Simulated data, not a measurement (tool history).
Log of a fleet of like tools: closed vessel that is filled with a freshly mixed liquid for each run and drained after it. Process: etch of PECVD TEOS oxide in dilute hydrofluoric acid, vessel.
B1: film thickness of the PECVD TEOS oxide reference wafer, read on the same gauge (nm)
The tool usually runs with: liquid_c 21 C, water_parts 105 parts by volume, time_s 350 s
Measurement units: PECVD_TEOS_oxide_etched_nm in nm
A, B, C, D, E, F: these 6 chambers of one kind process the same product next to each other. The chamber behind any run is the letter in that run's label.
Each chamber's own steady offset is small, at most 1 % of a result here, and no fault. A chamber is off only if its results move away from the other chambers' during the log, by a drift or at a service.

{"run": "1C", "hour": 2.3, "liquid_c": 21, "water_parts": 105, "time_s": 350, "B1": 69.961, "PECVD_TEOS_oxide_etched_nm": 25.474}
{"run": "2E", "hour": 6.7, "liquid_c": 21, "water_parts": 105, "time_s": 350, "B1": 69.993, "PECVD_TEOS_oxide_etched_nm": 24.782}
{"run": "3B", "hour": 11.1, "liquid_c": 21, "water_parts": 105, "time_s": 350, "B1": 69.998, "PECVD_TEOS_oxide_etched_nm": 25.058}
{"run": "4A", "hour": 14.7, "liquid_c": 21, "water_parts": 105, "time_s": 350, "B1": 70.001, "PECVD_TEOS_oxide_etched_nm": 25.066}
{"run": "5D", "hour": 17.2, "liquid_c": 21, "water_parts": 105, "time_s": 350, "B1": 69.951, "PECVD_TEOS_oxide_etched_nm": 25.332}
{"run": "6F", "hour": 20.5, "liquid_c": 21, "water_parts": 105, "time_s": 350, "B1": 69.98, "PECVD_TEOS_oxide_etched_nm": 25.054}
{"run": "7A", "hour": 25.4, "liquid_c": 21, "water_parts": 105, "time_s": 350, "B1": 69.991, "PECVD_TEOS_oxide_etched_nm": 25.029}
{"run": "8E", "hour": 29.9, "liquid_c": 21, "water_parts": 105, "time_s": 350, "B1": 70.01, "PECVD_TEOS_oxide_etched_nm": 25.693}
{"run": "9B", "hour": 33.5, "liquid_c": 21, "water_parts": 105, "time_s": 350, "B1": 70.011, "PECVD_TEOS_oxide_etched_nm": 25.023}
{"run": "10D", "hour": 36.7, "liquid_c": 21, "water_parts": 105, "time_s": 350, "B1": 70.008, "PECVD_TEOS_oxide_etched_nm": 25.387}
{"run": "11F", "hour": 39.3, "liquid_c": 21, "water_parts": 105, "time_s": 350, "B1": 69.995, "PECVD_TEOS_oxide_etched_nm": 24.893}
{"run": "12C", "hour": 42.5, "liquid_c": 21, "water_parts": 105, "time_s": 265, "B1": 70.022, "PECVD_TEOS_oxide_etched_nm": 19.258}
{"run": "13F", "hour": 44.9, "liquid_c": 21, "water_parts": 105, "time_s": 265, "B1": 69.985, "PECVD_TEOS_oxide_etched_nm": 19.03}
{"run": "14D", "hour": 47.4, "liquid_c": 21, "water_parts": 105, "time_s": 265, "B1": 69.996, "PECVD_TEOS_oxide_etched_nm": 19.164}
{"run": "15C", "hour": 51.5, "liquid_c": 21, "water_parts": 105, "time_s": 265, "B1": 70.008, "PECVD_TEOS_oxide_etched_nm": 19.242}
{"hour": 52.3, "done": "chamber D: thermometer replaced"}
{"run": "16B", "hour": 55.8, "liquid_c": 21, "water_parts": 105, "time_s": 265, "B1": 69.987, "PECVD_TEOS_oxide_etched_nm": 18.812}
{"run": "17A", "hour": 58.8, "liquid_c": 21, "water_parts": 105, "time_s": 265, "B1": 70.038, "PECVD_TEOS_oxide_etched_nm": 19.026}
{"run": "18E", "hour": 63.1, "liquid_c": 21, "water_parts": 105, "time_s": 350, "B1": 70.018, "PECVD_TEOS_oxide_etched_nm": 24.672}
{"run": "19B", "hour": 66.3, "liquid_c": 21, "water_parts": 105, "time_s": 350, "B1": 70.018, "PECVD_TEOS_oxide_etched_nm": 25.61}
{"run": "20E", "hour": 69.3, "liquid_c": 21, "water_parts": 105, "time_s": 350, "B1": 69.964, "PECVD_TEOS_oxide_etched_nm": 24.984}
{"run": "21D", "hour": 71.9, "liquid_c": 21, "water_parts": 105, "time_s": 350, "B1": 70.037, "PECVD_TEOS_oxide_etched_nm": 25.057}
{"run": "22A", "hour": 74.1, "liquid_c": 17, "water_parts": 105, "time_s": 350, "B1": 70.02, "PECVD_TEOS_oxide_etched_nm": 21.405}
{"run": "23C", "hour": 78.0, "liquid_c": 17, "water_parts": 105, "time_s": 350, "B1": 69.981, "PECVD_TEOS_oxide_etched_nm": 21.367}
{"run": "24F", "hour": 82.6, "liquid_c": 17, "water_parts": 105, "time_s": 350, "B1": 69.994, "PECVD_TEOS_oxide_etched_nm": 20.923}
{"run": "25B", "hour": 84.9, "liquid_c": 17, "water_parts": 105, "time_s": 350, "B1": 69.978, "PECVD_TEOS_oxide_etched_nm": 22.312}
{"run": "26F", "hour": 90.0, "liquid_c": 17, "water_parts": 105, "time_s": 350, "B1": 70.003, "PECVD_TEOS_oxide_etched_nm": 20.986}
{"run": "27C", "hour": 92.6, "liquid_c": 17, "water_parts": 105, "time_s": 350, "B1": 69.989, "PECVD_TEOS_oxide_etched_nm": 21.118}
{"run": "28A", "hour": 97.2, "liquid_c": 21, "water_parts": 105, "time_s": 350, "B1": 69.995, "PECVD_TEOS_oxide_etched_nm": 24.645}
{"run": "29D", "hour": 99.5, "liquid_c": 21, "water_parts": 105, "time_s": 350, "B1": 70.018, "PECVD_TEOS_oxide_etched_nm": 25.047}
{"run": "30E", "hour": 101.9, "liquid_c": 21, "water_parts": 105, "time_s": 350, "B1": 70.019, "PECVD_TEOS_oxide_etched_nm": 25.073}
{"run": "31D", "hour": 105.0, "liquid_c": 21, "water_parts": 105, "time_s": 350, "B1": 69.992, "PECVD_TEOS_oxide_etched_nm": 24.957}
{"run": "32B", "hour": 107.8, "liquid_c": 21, "water_parts": 105, "time_s": 350, "B1": 69.99, "PECVD_TEOS_oxide_etched_nm": 27.198}
{"run": "33F", "hour": 110.2, "liquid_c": 21, "water_parts": 105, "time_s": 350, "B1": 69.97, "PECVD_TEOS_oxide_etched_nm": 25.061}
{"run": "34C", "hour": 114.0, "liquid_c": 21, "water_parts": 105, "time_s": 350, "B1": 70.003, "PECVD_TEOS_oxide_etched_nm": 25.218}
{"run": "35A", "hour": 119.0, "liquid_c": 21, "water_parts": 105, "time_s": 350, "B1": 70.005, "PECVD_TEOS_oxide_etched_nm": 24.876}
{"run": "36E", "hour": 123.7, "liquid_c": 21, "water_parts": 105, "time_s": 350, "B1": 69.982, "PECVD_TEOS_oxide_etched_nm": 24.879}
{"run": "37F", "hour": 128.4, "liquid_c": 21, "water_parts": 105, "time_s": 350, "B1": 70.051, "PECVD_TEOS_oxide_etched_nm": 25.18}

All 6 chambers run these settings next. Forecast each chamber's results:
{"run": "38A", "hour": 132.0, "liquid_c": 21, "water_parts": 105, "time_s": 350, "PECVD_TEOS_oxide_etched_nm": "?"}
{"run": "38B", "hour": 132.0, "liquid_c": 21, "water_parts": 105, "time_s": 350, "PECVD_TEOS_oxide_etched_nm": "?"}
{"run": "38C", "hour": 132.0, "liquid_c": 21, "water_parts": 105, "time_s": 350, "PECVD_TEOS_oxide_etched_nm": "?"}
{"run": "38D", "hour": 132.0, "liquid_c": 21, "water_parts": 105, "time_s": 350, "PECVD_TEOS_oxide_etched_nm": "?"}
{"run": "38E", "hour": 132.0, "liquid_c": 21, "water_parts": 105, "time_s": 350, "PECVD_TEOS_oxide_etched_nm": "?"}
{"run": "38F", "hour": 132.0, "liquid_c": 21, "water_parts": 105, "time_s": 350, "PECVD_TEOS_oxide_etched_nm": "?"}

run=38A PECVD_TEOS_oxide_etched_nm=25.242
run=38B PECVD_TEOS_oxide_etched_nm=28.143
run=38C PECVD_TEOS_oxide_etched_nm=25.342
run=38D PECVD_TEOS_oxide_etched_nm=25.170
run=38E PECVD_TEOS_oxide_etched_nm=25.607
run=38F PECVD_TEOS_oxide_etched_nm=25.190
